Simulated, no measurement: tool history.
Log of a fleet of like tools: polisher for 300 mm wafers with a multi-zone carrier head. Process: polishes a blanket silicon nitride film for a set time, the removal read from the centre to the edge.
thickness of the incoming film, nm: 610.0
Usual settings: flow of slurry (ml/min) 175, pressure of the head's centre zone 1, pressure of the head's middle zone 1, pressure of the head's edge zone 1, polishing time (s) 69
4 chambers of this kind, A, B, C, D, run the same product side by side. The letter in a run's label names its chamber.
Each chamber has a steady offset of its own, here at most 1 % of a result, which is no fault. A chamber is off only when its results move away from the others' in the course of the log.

run   hour  flow of slurry (ml/min)  pressure of the head's centre zone  pressure of the head's middle zone  pressure of the head's edge zone  polishing time (s)  wafers polished on this pad  hours since the slurry nozzle was cleaned  hours since the centre zone pressure was calibrated  hours since the edge zone pressure was calibrated  film removed at the wafer's centre (nm)  film removed at mid-radius (nm)  film removed at the wafer's edge (nm)
       0.8  -- chamber D: worn pad replaced by a new one
         2  -- chamber B: worn pad replaced by a new one
 1A    9.8                      175                                   1                                   1                                 1                  69                         1113                                       24.6                                                980.7                                              141.9                                   146.06                           144.01                                 141.67
 2C   20.6                      175                                   1                                   1                                 1                  69                          443                                        137                                                678.4                                              627.6                                    142.9                           146.38                                  146.2
      22.8  -- chamber D: slurry nozzle cleaned
      29.6  -- chamber A: worn pad replaced by a new one
 3B   34.3                      175                                   1                                   1                                 1                  69                          238                                      193.7                                                244.3                                               90.4                                   143.91                           143.64                                 144.63
 4D   41.6                      175                                   1                                   1                                 1                  69                          301                                       18.8                                                467.3                                              151.4                                   139.77                           141.92                                 142.77
 5B     50                      175                                   1                                   1                                 1                  69                          355                                      209.4                                                  260                                              106.1                                    143.9                           144.13                                 145.94
 6A   57.5                      175                                   1                                   1                                 1                  69                          206                                       72.3                                               1028.4                                              189.6                                   146.56                           145.46                                 143.36
      58.9  -- chamber B: slurry nozzle cleaned
 7D   67.8                      175                                   1                                   1                                 1                  69                          495                                         45                                                493.5                                              177.6                                   141.43                           144.38                                 141.07
 8C   78.4                      175                                   1                                   1                                 1                  69                          871                                      194.8                                                736.2                                              685.4                                   143.67                           145.65                                 144.17
 9C   85.1                      175                                   1                                1.05                                 1                  69                          920                                      201.5                                                742.9                                              692.1                                   144.01                           152.58                                  145.2
      93.2  -- chamber C: worn pad replaced by a new one
10D   96.1                      175                                   1                                1.05                                 1                  69                          704                                       73.3                                                521.8                                              205.9                                   140.51                           149.17                                 140.66
      96.7  -- chamber A: centre zone pressure recalibrated
     105.2  -- chamber B: worn pad replaced by a new one
11B  106.3                      175                                   1                                1.05                                 1                  69                            8                                       47.4                                                316.3                                              162.4                                   144.85                           152.85                                 142.68
12A    115                      175                                   1                                1.05                                 1                  69                          631                                      129.8                                                 18.3                                              247.1                                   143.72                           150.37                                 144.62
13D  128.4                      175                                   1                                   1                                 1                  69                          943                                      105.6                                                554.1                                              238.2                                   145.56                           143.01                                 139.79
14A  137.8                      175                                   1                                   1                                 1                  69                          799                                      152.6                                                 41.1                                              269.9                                   145.85                           145.36                                 141.55
       144  -- chamber D: worn pad replaced by a new one
15C  152.1                      175                                1.05                                   1                                 1                  79                          435                                      268.5                                                809.9                                              759.1                                    179.8                           165.99                                  167.7
16B  159.1                      175                                1.05                                   1                                 1                  79                          398                                      100.2                                                369.1                                              215.2                                   176.06                           165.72                                 168.07
17A  165.8                      175                                1.05                                   1                                 1                  79                         1006                                      180.6                                                 69.1                                              297.9                                    176.1                           164.75                                 164.65
       175  -- chamber D: centre zone pressure recalibrated
18C  178.3                      175                                1.05                                   1                                 1                  79                          629                                      294.7                                                836.1                                              785.3                                   186.78                           167.41                                 164.97
     189.8  -- chamber A: worn pad replaced by a new one
19D  190.7                      175                                   1                                   1                                 1                  69                          345                                      167.9                                                 15.8                                              300.5                                   142.67                           141.16                                 142.79
20B  198.7                      175                                   1                                   1                                 1                  69                          691                                      139.8                                                408.7                                              254.8                                   144.58                           143.91                                 143.32
21C  205.2                      175                                   1                                   1                                 1                  69                          828                                      321.6                                                  863                                              812.2                                   157.97                           146.34                                 144.97
22B  218.4                      175                                   1                                   1                                 1                  69                          837                                      159.5                                                428.4                                              274.5                                   145.45                           144.69                                 144.15
23A  230.8                      175                                   1                                   1                                 1                  69                          303                                      245.6                                                134.1                                              362.9                                   146.23                           144.06                                 140.79
24D    240                      175                                   1                                   1                                 1                  69                          709                                      217.2                                                 65.1                                              349.8                                   143.59                              143                                 141.05

Next, every chamber runs the same settings. What will each give?
25A  250.5                      130                                   1                                   1                                 1                  69                                                                                                                                                                                                                        ?                                ?                                      ?
25B  250.5                      130                                   1                                   1                                 1                  69                                                                                                                                                                                                                        ?                                ?                                      ?
25C  250.5                      130                                   1                                   1                                 1                  69                                                                                                                                                                                                                        ?                                ?                                      ?
25D  250.5                      130                                   1                                   1                                 1                  69                                                                                                                                                                                                                        ?                                ?                                      ?

run  film removed at the wafer's centre (nm)  film removed at mid-radius (nm)  film removed at the wafer's edge (nm)
25A                                   136.35                           136.87                                 138.01
25B                                   132.78                            136.4                                 139.19
25C                                   154.51                           135.39                                 138.93
25D                                   134.26                           134.68                                 136.03
